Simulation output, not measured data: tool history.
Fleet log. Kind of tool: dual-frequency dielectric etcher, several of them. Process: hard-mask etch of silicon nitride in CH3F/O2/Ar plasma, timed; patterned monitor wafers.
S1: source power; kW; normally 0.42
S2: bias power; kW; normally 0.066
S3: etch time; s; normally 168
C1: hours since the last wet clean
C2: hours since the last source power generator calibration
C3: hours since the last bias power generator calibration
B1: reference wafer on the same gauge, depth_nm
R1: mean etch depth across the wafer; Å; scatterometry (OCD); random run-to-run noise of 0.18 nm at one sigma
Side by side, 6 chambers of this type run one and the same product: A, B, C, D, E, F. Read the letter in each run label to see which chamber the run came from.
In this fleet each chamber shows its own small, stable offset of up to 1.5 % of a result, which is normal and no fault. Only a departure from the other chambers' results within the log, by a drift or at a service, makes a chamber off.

Run 1A, hour 6.2: usual settings; C1 337.6; C2 1944.7; C3 975.5; B1 113.99. Result: R1 1178.1 Å.
Run 2B, hour 10.6: usual settings; C1 270.1; C2 1262.4; C3 77.2; B1 114.07. Result: R1 1156 Å.
Run 3F, hour 16.1: usual settings; C1 352.4; C2 1824.7; C3 807; B1 114.06. Result: R1 1170.2 Å.
At hour 18: chamber E: wet clean of the chamber.
Run 4E, hour 22.8: usual settings; C1 4.9; C2 504.6; C3 725.7; B1 114.04. Result: R1 1170.3 Å.
Run 5D, hour 27.9: usual settings; C1 92.7; C2 2232.3; C3 2256.1; B1 114.14. Result: R1 1180.6 Å.
Run 6C, hour 36.6: usual settings; C1 125.4; C2 1213.9; C3 3041.3; B1 114.16. Result: R1 1166.5 Å.
Run 7B, hour 44.7: usual settings; C1 304.2; C2 1296.5; C3 111.3; B1 114.12. Result: R1 1154.7 Å.
Run 8E, hour 49.8: usual settings; C1 31.9; C2 531.6; C3 752.7; B1 114.17. Result: R1 1174 Å.
Run 9C, hour 57.7: usual settings; C1 146.5; C2 1235; C3 3062.4; B1 114.17. Result: R1 1165.8 Å.
Run 10F, hour 64.8: usual settings; C1 401.1; C2 1873.4; C3 855.7; B1 114.22. Result: R1 1170.5 Å.
Run 11D, hour 72: usual settings; C1 136.8; C2 2276.4; C3 2300.2; B1 114.19. Result: R1 1179.6 Å.
Run 12A, hour 76.3: usual settings but S2 0.072 kW, S3 191.5 s; C1 407.7; C2 2014.8; C3 1045.6; B1 114.2. Result: R1 1382.8 Å.
Run 13C, hour 82.3: usual settings but S2 0.072 kW, S3 191.5 s; C1 171.1; C2 1259.6; C3 3087; B1 114.24. Result: R1 1372 Å.
Run 14A, hour 90.3: usual settings but S2 0.072 kW, S3 191.5 s; C1 421.7; C2 2028.8; C3 1059.6; B1 114.24. Result: R1 1382.4 Å.
Run 15B, hour 98.8: usual settings but S2 0.072 kW, S3 191.5 s; C1 358.3; C2 1350.6; C3 165.4; B1 114.27. Result: R1 1359 Å.
At hour 101: chamber F: source power generator calibrated.
Run 16D, hour 107.8: usual settings but S2 0.072 kW, S3 191.5 s; C1 172.6; C2 2312.2; C3 2336; B1 114.32. Result: R1 1388.4 Å.
Run 17F, hour 112.5: usual settings but S2 0.072 kW, S3 191.5 s; C1 448.8; C2 11.5; C3 903.4; B1 114.33. Result: R1 1375.8 Å.
Run 18E, hour 116.5: usual settings; C1 98.6; C2 598.3; C3 819.4; B1 114.38. Result: R1 1172.8 Å.
Run 19A, hour 123.9: usual settings; C1 455.3; C2 2062.4; C3 1093.2; B1 114.39. Result: R1 1182.8 Å.
Run 20C, hour 129: usual settings but S1 0.36 kW; C1 217.8; C2 1306.3; C3 3133.7; B1 114.37. Result: R1 1103.8 Å.
Run 21F, hour 135.4: usual settings but S1 0.36 kW; C1 471.7; C2 34.4; C3 926.3; B1 114.39. Result: R1 1103.7 Å.
Run 22B, hour 141: usual settings but S1 0.36 kW; C1 400.5; C2 1392.8; C3 207.6; B1 114.4. Result: R1 1094 Å.
Run 23D, hour 148.6: usual settings but S1 0.36 kW; C1 213.4; C2 2353; C3 2376.8; B1 114.47. Result: R1 1117 Å.
Run 24E, hour 153.3: usual settings but S1 0.36 kW; C1 135.4; C2 635.1; C3 856.2; B1 114.47. Result: R1 1106.3 Å.
Run 25F, hour 161.2: usual settings but S1 0.36 kW; C1 497.5; C2 60.2; C3 952.1; B1 114.5. Result: R1 1100.9 Å.
Run 26D, hour 168.6: usual settings but S1 0.51 kW, S3 194 s; C1 233.4; C2 2373; C3 2396.8; B1 114.53. Result: R1 1469.9 Å.
Run 27C, hour 176.5: usual settings but S1 0.51 kW, S3 194 s; C1 265.3; C2 1353.8; C3 3181.2; B1 114.53. Result: R1 1456.5 Å.
Run 28A, hour 182.4: usual settings but S1 0.51 kW, S3 194 s; C1 513.8; C2 2120.9; C3 1151.7; B1 114.57. Result: R1 1470.5 Å.
At hour 184.1: chamber C: bias power generator calibrated.
At hour 184.6: chamber F: wet clean of the chamber.
Run 29E, hour 186.3: usual settings but S1 0.51 kW, S3 194 s; C1 168.4; C2 668.1; C3 889.2; B1 114.5. Result: R1 1463.9 Å.
Run 30B, hour 194.2: usual settings but S1 0.51 kW, S3 194 s; C1 453.7; C2 1446; C3 260.8; B1 114.58. Result: R1 1442.1 Å.
Run 31E, hour 201.2: usual settings but S1 0.51 kW, S3 194 s; C1 183.3; C2 683; C3 904.1; B1 114.58. Result: R1 1465.2 Å.
At hour 202.5: chamber A: source power generator calibrated.
At hour 207.7: chamber A: wet clean of the chamber.
Run 32A, hour 208.1: usual settings but S2 0.073 kW; C1 0.5; C2 5.7; C3 1177.4; B1 114.64. Result: R1 1230.2 Å.
Run 33C, hour 216.3: usual settings but S2 0.073 kW; C1 305.1; C2 1393.6; C3 32.2; B1 114.7. Result: R1 1212.9 Å.
Run 34D, hour 221.9: usual settings but S2 0.073 kW; C1 286.7; C2 2426.3; C3 2450.1; B1 114.64. Result: R1 1228.6 Å.
Run 35B, hour 228.8: usual settings but S2 0.073 kW; C1 488.3; C2 1480.6; C3 295.4; B1 114.69. Result: R1 1202.8 Å.
Run 36F, hour 236.9: usual settings but S2 0.073 kW; C1 52.4; C2 135.9; C3 1027.8; B1 114.71. Result: R1 1217.4 Å.

Is one chamber off against the others, does the gauge drift, or is nothing wrong? If a chamber is off, say which, and what the likeliest cause is.

It is the gauge, not a chamber: its drift shows up in every chamber's results at once, and no chamber is off.
Most likely cause: gauge reads high (%) = 0.646.
